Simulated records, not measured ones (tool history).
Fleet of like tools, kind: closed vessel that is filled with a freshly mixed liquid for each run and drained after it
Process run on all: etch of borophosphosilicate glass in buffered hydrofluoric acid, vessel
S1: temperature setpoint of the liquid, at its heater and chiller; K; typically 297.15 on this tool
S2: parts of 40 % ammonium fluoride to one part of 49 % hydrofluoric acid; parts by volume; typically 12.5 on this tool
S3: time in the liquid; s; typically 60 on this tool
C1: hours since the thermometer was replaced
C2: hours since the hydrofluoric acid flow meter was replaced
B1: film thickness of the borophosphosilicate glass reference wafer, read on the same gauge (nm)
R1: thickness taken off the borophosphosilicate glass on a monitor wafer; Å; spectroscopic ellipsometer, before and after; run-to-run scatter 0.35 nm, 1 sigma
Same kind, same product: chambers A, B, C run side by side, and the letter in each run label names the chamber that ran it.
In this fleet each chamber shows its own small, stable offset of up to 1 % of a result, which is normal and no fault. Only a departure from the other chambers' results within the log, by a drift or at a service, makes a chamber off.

run,hour,S1,S2,S3,C1,C2,B1,R1
1A,7.6,297.15,12.5,60,897.4,24.1,29.99,678.4
# hour 10.1: chamber A: thermometer replaced
2C,17.7,297.15,12.5,60,560.5,574.6,29.991,679.53
3B,25.7,297.15,12.5,60,725.6,189.8,30.041,676.58
4C,37.2,297.15,12.5,60,580,594.1,29.971,684.01
5A,48.8,297.15,12.5,60,38.8,65.3,29.966,678.86
6B,57.5,297.15,12.5,60,757.4,221.6,30,681.61
7B,64.6,297.15,12.5,60,764.5,228.7,30.008,693.16
8C,72.8,297.15,12.5,60,615.6,629.7,30.02,678.86
9A,87.8,297.15,12.5,60,77.8,104.3,30.001,679.16
10A,100.4,297.15,12.5,60,90.4,116.9,30.011,678.68
11C,109.6,297.15,12.5,60,652.4,666.5,29.987,689.91
12B,121.6,297.15,12.5,60,821.5,285.7,30.001,699.25
13C,128.8,297.15,12.5,60,671.6,685.7,29.949,680.35
14B,135.8,294.65,12.5,60,835.7,299.9,30.063,612.24
15A,149.1,294.65,12.5,60,139.1,165.6,29.955,587.31
16C,164.5,294.65,12.5,60,707.3,721.4,29.992,596.1
17A,177.6,297.15,12.5,60,167.6,194.1,29.983,672.97
18B,189.3,297.15,12.5,60,889.2,353.4,29.976,710.63
19B,204.2,297.15,12.5,60,904.1,368.3,30.034,716.52
20C,218,297.15,12.5,60,760.8,774.9,29.984,680.92
21A,233.2,297.15,12.5,60,223.2,249.7,29.969,682.23
22C,245.8,297.15,12.5,60,788.6,802.7,29.951,689.79
23B,255.3,297.15,12.5,60,955.2,419.4,30.027,717.24

Next, every chamber runs the same settings. What will each give?
24A,266.3,297.15,12.5,35,,,,?
24B,266.3,297.15,12.5,35,,,,?
24C,266.3,297.15,12.5,35,,,,?

run,R1
24A,394.4
24B,421.17
24C,398.04
